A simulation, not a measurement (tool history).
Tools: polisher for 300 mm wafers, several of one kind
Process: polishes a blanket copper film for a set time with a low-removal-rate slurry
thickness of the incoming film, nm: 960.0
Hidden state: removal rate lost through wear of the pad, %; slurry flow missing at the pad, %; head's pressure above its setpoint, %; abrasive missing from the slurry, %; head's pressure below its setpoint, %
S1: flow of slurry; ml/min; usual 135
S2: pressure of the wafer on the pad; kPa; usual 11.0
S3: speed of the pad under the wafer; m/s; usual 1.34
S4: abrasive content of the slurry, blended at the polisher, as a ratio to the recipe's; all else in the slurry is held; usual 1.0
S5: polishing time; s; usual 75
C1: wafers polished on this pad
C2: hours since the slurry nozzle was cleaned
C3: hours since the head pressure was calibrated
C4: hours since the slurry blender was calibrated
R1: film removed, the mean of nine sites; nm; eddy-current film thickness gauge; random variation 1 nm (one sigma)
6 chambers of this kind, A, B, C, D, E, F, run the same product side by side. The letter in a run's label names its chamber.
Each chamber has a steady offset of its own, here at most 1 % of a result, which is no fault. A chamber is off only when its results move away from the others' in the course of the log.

| run | hour | S1 | S2 | S3 | S4 | S5 | C1 | C2 | C3 | C4 | R1 |
|---|---|---|---|---|---|---|---|---|---|---|---|
|  | 2.3 | chamber A: worn pad replaced by a new one |
| 1D | 5.8 | 135 | 11.0 | 1.34 | 1.0 | 75 | 1219 | 121.6 | 50.8 | 138.9 | 130.370 |
|  | 8.4 | chamber B: slurry nozzle cleaned |
|  | 9.1 | chamber B: head pressure recalibrated |
|  | 11.5 | chamber D: worn pad replaced by a new one |
|  | 14.8 | chamber E: worn pad replaced by a new one |
| 2A | 17.6 | 135 | 11.0 | 1.34 | 1.0 | 75 | 191 | 182.4 | 25.5 | 83.4 | 131.690 |
| 3B | 27.4 | 135 | 11.0 | 1.34 | 1.0 | 75 | 669 | 19.1 | 18.4 | 57.7 | 133.230 |
|  | 29.9 | chamber F: head pressure recalibrated |
|  | 32.4 | chamber C: worn pad replaced by a new one |
| 4E | 34.9 | 135 | 11.0 | 1.34 | 1.0 | 75 | 251 | 394.1 | 300.7 | 67.8 | 132.500 |
| 5C | 42.3 | 135 | 11.0 | 1.34 | 1.0 | 75 | 124 | 849.2 | 1258.0 | 160.2 | 131.100 |
| 6F | 50.3 | 135 | 11.0 | 1.34 | 1.0 | 75 | 679 | 299.7 | 20.4 | 94.2 | 135.360 |
|  | 59.5 | chamber C: head pressure recalibrated |
|  | 60.9 | chamber F: worn pad replaced by a new one |
| 7B | 60.9 | 135 | 11.0 | 1.34 | 1.0 | 75 | 1088 | 52.6 | 51.9 | 91.2 | 134.020 |
|  | 69.4 | chamber A: worn pad replaced by a new one |
|  | 71.4 | chamber B: slurry blender recalibrated |
| 8E | 71.5 | 135 | 11.0 | 1.34 | 1.0 | 75 | 708 | 430.7 | 337.3 | 104.4 | 130.700 |
| 9D | 83.9 | 135 | 11.0 | 1.34 | 1.0 | 75 | 903 | 199.7 | 128.9 | 217.0 | 130.800 |
|  | 88.2 | chamber B: worn pad replaced by a new one |
|  | 90.4 | chamber A: slurry blender recalibrated |
|  | 91.4 | chamber E: worn pad replaced by a new one |
|  | 92.4 | chamber D: slurry nozzle cleaned |
| 10A | 95.9 | 165 | 11.0 | 1.34 | 1.0 | 75 | 331 | 260.7 | 103.8 | 5.6 | 138.670 |
|  | 98.6 | chamber F: slurry nozzle cleaned |
|  | 106.0 | chamber D: worn pad replaced by a new one |
| 11F | 107.2 | 165 | 11.0 | 1.34 | 1.0 | 75 | 579 | 8.7 | 77.3 | 151.1 | 138.790 |
| 12C | 116.8 | 165 | 11.0 | 1.34 | 1.0 | 75 | 1054 | 923.7 | 57.4 | 234.7 | 135.450 |
| 13B | 123.9 | 165 | 11.0 | 1.34 | 1.0 | 75 | 446 | 115.6 | 114.9 | 52.6 | 137.730 |
|  | 124.3 | chamber F: worn pad replaced by a new one |
|  | 129.9 | chamber C: worn pad replaced by a new one |
|  | 131.6 | chamber A: worn pad replaced by a new one |
| 14E | 136.0 | 165 | 11.0 | 1.34 | 1.0 | 75 | 557 | 495.2 | 401.8 | 168.9 | 134.640 |
|  | 141.0 | chamber C: slurry nozzle cleaned |
| 15D | 143.4 | 165 | 11.0 | 1.34 | 1.0 | 75 | 467 | 51.0 | 188.4 | 276.5 | 135.750 |
| 16F | 152.2 | 135 | 11.0 | 1.34 | 1.0 | 75 | 348 | 53.7 | 122.3 | 196.1 | 131.850 |
| 17A | 158.1 | 135 | 11.0 | 1.34 | 0.8 | 56 | 331 | 322.9 | 166.0 | 67.8 | 93.353 |
| 18C | 170.8 | 135 | 11.0 | 1.34 | 0.8 | 56 | 510 | 29.8 | 111.4 | 288.7 | 95.050 |
|  | 173.9 | chamber E: worn pad replaced by a new one |
| 19C | 179.2 | 135 | 11.0 | 1.34 | 0.8 | 56 | 615 | 38.2 | 119.8 | 297.1 | 94.568 |
|  | 186.4 | chamber B: worn pad replaced by a new one |
|  | 187.2 | chamber F: worn pad replaced by a new one |
| 20B | 189.1 | 135 | 11.0 | 1.34 | 0.8 | 56 | 34 | 180.8 | 180.1 | 117.8 | 93.797 |
|  | 194.4 | chamber A: worn pad replaced by a new one |
| 21A | 194.8 | 135 | 11.0 | 1.34 | 0.8 | 56 | 5 | 359.6 | 202.7 | 104.5 | 94.957 |
|  | 197.5 | chamber B: slurry blender recalibrated |
| 22E | 200.4 | 135 | 11.0 | 1.34 | 0.8 | 56 | 331 | 559.6 | 466.2 | 233.3 | 92.338 |
| 23D | 209.9 | 135 | 11.0 | 1.34 | 1.0 | 75 | 1297 | 117.5 | 254.9 | 343.0 | 129.590 |
|  | 215.0 | chamber D: worn pad replaced by a new one |
| 24F | 221.1 | 135 | 11.0 | 1.34 | 1.0 | 75 | 423 | 122.6 | 191.2 | 265.0 | 133.650 |
|  | 226.0 | chamber C: worn pad replaced by a new one |
| 25C | 231.4 | 135 | 11.0 | 1.34 | 1.0 | 75 | 68 | 90.4 | 172.0 | 349.3 | 132.860 |
| 26F | 238.9 | 135 | 11.0 | 1.34 | 1.0 | 75 | 645 | 140.4 | 209.0 | 282.8 | 134.480 |
|  | 241.5 | chamber E: worn pad replaced by a new one |
|  | 247.0 | chamber F: worn pad replaced by a new one |
| 27E | 251.5 | 135 | 11.0 | 1.34 | 1.0 | 75 | 125 | 610.7 | 517.3 | 284.4 | 126.840 |
|  | 252.4 | chamber A: slurry blender recalibrated |
| 28B | 257.0 | 135 | 11.0 | 1.34 | 1.0 | 75 | 882 | 248.7 | 248.0 | 59.5 | 133.160 |
|  | 257.5 | chamber A: worn pad replaced by a new one |
|  | 257.6 | chamber E: slurry blender recalibrated |
| 29D | 266.1 | 135 | 11.0 | 1.34 | 1.0 | 75 | 638 | 173.7 | 311.1 | 399.2 | 131.500 |
|  | 269.9 | chamber C: slurry blender recalibrated |
| 30A | 276.2 | 135 | 11.0 | 1.34 | 1.0 | 75 | 233 | 441.0 | 284.1 | 23.8 | 131.390 |
| 31E | 288.9 | 135 | 11.0 | 1.34 | 1.0 | 75 | 592 | 648.1 | 554.7 | 31.3 | 124.770 |
| 32F | 300.9 | 135 | 11.0 | 1.34 | 1.0 | 75 | 672 | 202.4 | 271.0 | 344.8 | 131.760 |
|  | 309.9 | chamber B: worn pad replaced by a new one |
|  | 310.3 | chamber D: worn pad replaced by a new one |
| 33D | 310.6 | 135 | 11.0 | 1.34 | 1.0 | 75 | 4 | 218.2 | 355.6 | 443.7 | 131.150 |
|  | 315.7 | chamber A: worn pad replaced by a new one |
| 34C | 320.9 | 135 | 11.0 | 1.34 | 1.0 | 75 | 1185 | 179.9 | 261.5 | 51.1 | 133.530 |
|  | 323.8 | chamber B: slurry blender recalibrated |
| 35A | 331.5 | 135 | 11.0 | 1.34 | 1.0 | 75 | 198 | 496.3 | 339.4 | 79.1 | 132.650 |
| 36B | 337.6 | 135 | 11.0 | 1.34 | 1.0 | 75 | 346 | 329.3 | 328.6 | 13.8 | 131.600 |

All 6 chambers run these settings next. Forecast each chamber's results:
| 37A | 346.7 | 135 | 11.0 | 1.34 | 1.0 | 75 |  |  |  |  | ? |
| 37B | 346.7 | 135 | 11.0 | 1.34 | 1.0 | 75 |  |  |  |  | ? |
| 37C | 346.7 | 135 | 11.0 | 1.34 | 1.0 | 75 |  |  |  |  | ? |
| 37D | 346.7 | 135 | 11.0 | 1.34 | 1.0 | 75 |  |  |  |  | ? |
| 37E | 346.7 | 135 | 11.0 | 1.34 | 1.0 | 75 |  |  |  |  | ? |
| 37F | 346.7 | 135 | 11.0 | 1.34 | 1.0 | 75 |  |  |  |  | ? |

| run | R1 |
|---|---|
| 37A | 131.130 |
| 37B | 132.140 |
| 37C | 134.070 |
| 37D | 132.160 |
| 37E | 122.290 |
| 37F | 132.210 |

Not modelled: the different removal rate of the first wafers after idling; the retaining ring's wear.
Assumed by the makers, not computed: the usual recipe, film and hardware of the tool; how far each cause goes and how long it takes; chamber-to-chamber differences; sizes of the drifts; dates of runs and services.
